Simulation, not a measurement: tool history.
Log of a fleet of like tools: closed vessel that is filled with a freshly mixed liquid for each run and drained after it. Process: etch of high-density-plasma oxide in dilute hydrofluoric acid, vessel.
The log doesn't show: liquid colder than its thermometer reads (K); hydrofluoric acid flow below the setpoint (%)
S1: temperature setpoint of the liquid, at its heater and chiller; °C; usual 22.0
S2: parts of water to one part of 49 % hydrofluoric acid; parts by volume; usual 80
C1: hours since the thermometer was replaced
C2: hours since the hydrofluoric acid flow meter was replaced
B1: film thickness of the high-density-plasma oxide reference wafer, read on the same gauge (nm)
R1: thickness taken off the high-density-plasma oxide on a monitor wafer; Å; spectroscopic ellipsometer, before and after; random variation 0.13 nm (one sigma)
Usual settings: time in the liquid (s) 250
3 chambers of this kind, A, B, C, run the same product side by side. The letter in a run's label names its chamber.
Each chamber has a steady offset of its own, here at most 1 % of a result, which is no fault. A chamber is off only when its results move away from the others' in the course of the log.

run 1C hour=11.7 | S1=22.0 S2=80 time_in_the_liquid_(s)=250 | C1=258.5 C2=22.1 | B1=80.027 | R1=152.860
run 2B hour=21.3 | S1=22.0 S2=80 time_in_the_liquid_(s)=250 | C1=523.1 C2=1428.4 | B1=80.000 | R1=149.630
run 3A hour=34.2 | S1=22.0 S2=80 time_in_the_liquid_(s)=250 | C1=990.7 C2=318.4 | B1=79.980 | R1=150.590
run 4C hour=47.5 | S1=22.0 S2=80 time_in_the_liquid_(s)=250 | C1=294.3 C2=57.9 | B1=80.001 | R1=151.900
run 5A hour=60.8 | S1=22.0 S2=80 time_in_the_liquid_(s)=250 | C1=1017.3 C2=345.0 | B1=80.013 | R1=150.800
run 6B hour=71.5 | S1=22.0 S2=80 time_in_the_liquid_(s)=250 | C1=573.3 C2=1478.6 | B1=79.975 | R1=148.640
run 7A hour=84.6 | S1=22.0 S2=80 time_in_the_liquid_(s)=250 | C1=1041.1 C2=368.8 | B1=79.962 | R1=150.570
run 8B hour=92.5 | S1=22.0 S2=80 time_in_the_liquid_(s)=250 | C1=594.3 C2=1499.6 | B1=80.007 | R1=149.250
run 9C hour=106.0 | S1=22.0 S2=80 time_in_the_liquid_(s)=250 | C1=352.8 C2=116.4 | B1=79.998 | R1=154.140
run 10C hour=115.9 | S1=22.0 S2=80 time_in_the_liquid_(s)=250 | C1=362.7 C2=126.3 | B1=79.993 | R1=152.250
run 11A hour=127.7 | S1=22.0 S2=45 time_in_the_liquid_(s)=250 | C1=1084.2 C2=411.9 | B1=79.986 | R1=283.230
-- hour=131.0 chamber B: hydrofluoric acid flow meter replaced
run 12B hour=140.9 | S1=22.0 S2=45 time_in_the_liquid_(s)=250 | C1=642.7 C2=10.0 | B1=80.016 | R1=280.770
run 13C hour=149.6 | S1=22.0 S2=45 time_in_the_liquid_(s)=250 | C1=396.4 C2=160.0 | B1=79.984 | R1=283.550
run 14B hour=159.3 | S1=22.0 S2=80 time_in_the_liquid_(s)=250 | C1=661.1 C2=28.4 | B1=79.996 | R1=148.300
run 15A hour=166.9 | S1=22.0 S2=115 time_in_the_liquid_(s)=250 | C1=1123.4 C2=451.1 | B1=80.016 | R1=98.455
run 16A hour=175.9 | S1=22.0 S2=115 time_in_the_liquid_(s)=250 | C1=1132.4 C2=460.1 | B1=80.016 | R1=98.534
run 17B hour=188.6 | S1=22.0 S2=115 time_in_the_liquid_(s)=250 | C1=690.4 C2=57.7 | B1=79.990 | R1=98.575
run 18C hour=196.8 | S1=22.0 S2=80 time_in_the_liquid_(s)=250 | C1=443.6 C2=207.2 | B1=80.019 | R1=152.040
run 19A hour=204.7 | S1=22.0 S2=80 time_in_the_liquid_(s)=250 | C1=1161.2 C2=488.9 | B1=80.002 | R1=145.660
run 20C hour=211.2 | S1=25.0 S2=45 time_in_the_liquid_(s)=250 | C1=458.0 C2=221.6 | B1=80.019 | R1=323.280
run 21B hour=224.8 | S1=25.0 S2=45 time_in_the_liquid_(s)=250 | C1=726.6 C2=93.9 | B1=79.955 | R1=317.950
run 22A hour=234.0 | S1=25.0 S2=45 time_in_the_liquid_(s)=250 | C1=1190.5 C2=518.2 | B1=79.981 | R1=305.820
run 23B hour=244.9 | S1=22.0 S2=80 time_in_the_liquid_(s)=250 | C1=746.7 C2=114.0 | B1=79.998 | R1=148.760
run 24C hour=256.1 | S1=22.0 S2=80 time_in_the_liquid_(s)=250 | C1=502.9 C2=266.5 | B1=80.008 | R1=151.860
run 25B hour=269.1 | S1=22.0 S2=80 time_in_the_liquid_(s)=250 | C1=770.9 C2=138.2 | B1=79.999 | R1=150.710
run 26C hour=283.0 | S1=17.5 S2=80 time_in_the_liquid_(s)=250 | C1=529.8 C2=293.4 | B1=80.023 | R1=126.010
run 27A hour=295.0 | S1=17.5 S2=80 time_in_the_liquid_(s)=250 | C1=1251.5 C2=579.2 | B1=79.997 | R1=115.260
run 28B hour=307.6 | S1=17.5 S2=80 time_in_the_liquid_(s)=250 | C1=809.4 C2=176.7 | B1=80.009 | R1=124.940
run 29C hour=315.5 | S1=20.0 S2=80 time_in_the_liquid_(s)=250 | C1=562.3 C2=325.9 | B1=80.008 | R1=137.390
run 30A hour=325.0 | S1=20.0 S2=80 time_in_the_liquid_(s)=250 | C1=1281.5 C2=609.2 | B1=80.012 | R1=129.810
run 31A hour=338.6 | S1=20.0 S2=80 time_in_the_liquid_(s)=250 | C1=1295.1 C2=622.8 | B1=80.005 | R1=127.030
run 32C hour=349.2 | S1=22.0 S2=80 time_in_the_liquid_(s)=250 | C1=596.0 C2=359.6 | B1=80.021 | R1=149.800
run 33B hour=356.7 | S1=22.0 S2=80 time_in_the_liquid_(s)=250 | C1=858.5 C2=225.8 | B1=80.016 | R1=151.680

What goes on in this fleet: one chamber off, a drifting gauge, or nothing beyond the chambers' own small offsets? Name the chamber and the cause, if any.

Chamber A drifts away from the others.
Cause: hydrofluoric acid flow below the setpoint (%) = 9.
The log may not tell that from: liquid colder than its thermometer reads (K).

Here are 4 candidates for chamber A's next run, each the usual settings with a change, their results left as question marks. Which one brings its results back in line with what the others give on the usual settings?
In line means no further than this from the other chambers' mean on the usual settings: R1 4.600 Å
run 34A-1 hour=366.8 | S1=22.0 S2=80 time_in_the_liquid_(s)=260 | R1=?
run 34A-2 hour=366.8 | S1=22.0 S2=75 time_in_the_liquid_(s)=260 | R1=?
run 34A-3 hour=366.8 | S1=22.0 S2=80 time_in_the_liquid_(s)=225 | R1=?
run 34A-4 hour=366.8 | S1=22.0 S2=80 time_in_the_liquid_(s)=240 | R1=?

The other chambers' mean on the usual settings: R1 150.730 Å
run=34A-1 R1=141.150
run=34A-2 R1=151.610
run=34A-3 R1=122.150
run=34A-4 R1=130.290
34A-2 brings the chamber back in line.
